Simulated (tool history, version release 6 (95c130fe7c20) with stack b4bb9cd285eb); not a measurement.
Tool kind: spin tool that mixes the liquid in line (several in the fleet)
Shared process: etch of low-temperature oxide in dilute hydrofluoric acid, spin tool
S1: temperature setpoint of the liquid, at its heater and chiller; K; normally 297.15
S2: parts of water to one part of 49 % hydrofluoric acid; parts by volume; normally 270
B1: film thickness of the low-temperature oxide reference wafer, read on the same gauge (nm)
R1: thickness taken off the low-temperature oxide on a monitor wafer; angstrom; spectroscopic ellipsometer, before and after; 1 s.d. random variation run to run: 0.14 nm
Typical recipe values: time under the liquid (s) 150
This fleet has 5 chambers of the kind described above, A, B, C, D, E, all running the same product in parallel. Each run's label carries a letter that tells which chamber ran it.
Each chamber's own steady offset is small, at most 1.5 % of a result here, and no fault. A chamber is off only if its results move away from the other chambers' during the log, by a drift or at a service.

Run 1B, hour 6.1: usual settings; B1 119.99. Result: R1 149.53 angstrom.
Run 2C, hour 15.8: usual settings; B1 119.99. Result: R1 152.22 angstrom.
Run 3E, hour 27.8: usual settings; B1 120. Result: R1 148.54 angstrom.
Run 4D, hour 38: usual settings; B1 120. Result: R1 146.3 angstrom.
Run 5A, hour 49.3: usual settings; B1 120.02. Result: R1 150.34 angstrom.
Run 6D, hour 55.4: usual settings; B1 120. Result: R1 148.84 angstrom.
Run 7B, hour 62: usual settings; B1 120. Result: R1 149.78 angstrom.
Run 8E, hour 69: usual settings; B1 119.99. Result: R1 148.3 angstrom.
Run 9C, hour 79.8: usual settings; B1 120.01. Result: R1 149.78 angstrom.
Run 10A, hour 87.6: usual settings but S1 301.65 K, S2 185 parts by volume; B1 120. Result: R1 282.91 angstrom.
Run 11B, hour 98.7: usual settings but S1 301.65 K, S2 185 parts by volume; B1 119.99. Result: R1 280.65 angstrom.
Run 12E, hour 108.4: usual settings but S1 301.65 K, S2 185 parts by volume; B1 120. Result: R1 281.95 angstrom.
Run 13D, hour 120.3: usual settings but S1 301.65 K, S2 185 parts by volume; B1 119.99. Result: R1 275.03 angstrom.
Run 14A, hour 127.1: usual settings but S1 301.65 K, S2 185 parts by volume; B1 119.99. Result: R1 289.45 angstrom.
Run 15C, hour 133.9: usual settings but S1 301.15 K; B1 120.04. Result: R1 169.87 angstrom.
At hour 139.5: chamber D: thermometer replaced.
Run 16B, hour 145.1: usual settings but S1 301.15 K; B1 120.02. Result: R1 171.83 angstrom.
At hour 146.6: chamber E: hydrofluoric acid flow meter replaced.
Run 17D, hour 153.2: usual settings but S1 301.15 K; B1 120.03. Result: R1 169.35 angstrom.
Run 18E, hour 159.9: usual settings but S1 301.15 K; B1 119.99. Result: R1 169.12 angstrom.
Run 19A, hour 171.9: usual settings but S1 301.15 K; B1 120.02. Result: R1 179.91 angstrom.
Run 20C, hour 177.9: usual settings; B1 120.02. Result: R1 148.34 angstrom.
Run 21C, hour 185.7: usual settings; B1 120.02. Result: R1 149.76 angstrom.
At hour 188.1: chamber B: hydrofluoric acid flow meter replaced.
Run 22E, hour 196.3: usual settings; B1 120. Result: R1 146.16 angstrom.
Run 23A, hour 204.5: usual settings; B1 119.98. Result: R1 157.88 angstrom.
Run 24D, hour 210.3: usual settings but S1 293.15 K; B1 119.99. Result: R1 131.1 angstrom.
Run 25B, hour 216.7: usual settings but S1 293.15 K; B1 120. Result: R1 128.45 angstrom.
Run 26C, hour 227: usual settings but S1 293.15 K; B1 120.02. Result: R1 128.75 angstrom.
Run 27A, hour 238.3: usual settings but S1 293.15 K; B1 120.02. Result: R1 137.73 angstrom.
At hour 238.9: chamber D: hydrofluoric acid flow meter replaced.
Run 28E, hour 248.1: usual settings but S1 293.15 K; B1 120.01. Result: R1 129.09 angstrom.
Run 29B, hour 253.6: usual settings but S1 298.65 K, time under the liquid (s) 95; B1 119.99. Result: R1 99.326 angstrom.
Run 30D, hour 259.2: usual settings but S1 298.65 K, time under the liquid (s) 95; B1 119.99. Result: R1 98.434 angstrom.
Run 31D, hour 267.6: usual settings but S1 298.65 K, time under the liquid (s) 95; B1 120. Result: R1 101.73 angstrom.

All 5 chambers run these settings next. Forecast each chamber's results:
Run 32A, hour 276.2: usual settings but S2 320 parts by volume. Result: R1 ?.
Run 32B, hour 276.2: usual settings but S2 320 parts by volume. Result: R1 ?.
Run 32C, hour 276.2: usual settings but S2 320 parts by volume. Result: R1 ?.
Run 32D, hour 276.2: usual settings but S2 320 parts by volume. Result: R1 ?.
Run 32E, hour 276.2: usual settings but S2 320 parts by volume. Result: R1 ?.

run      R1
32A  130.82
32B  119.96
32C  120.39
32D  121.04
32E  118.75
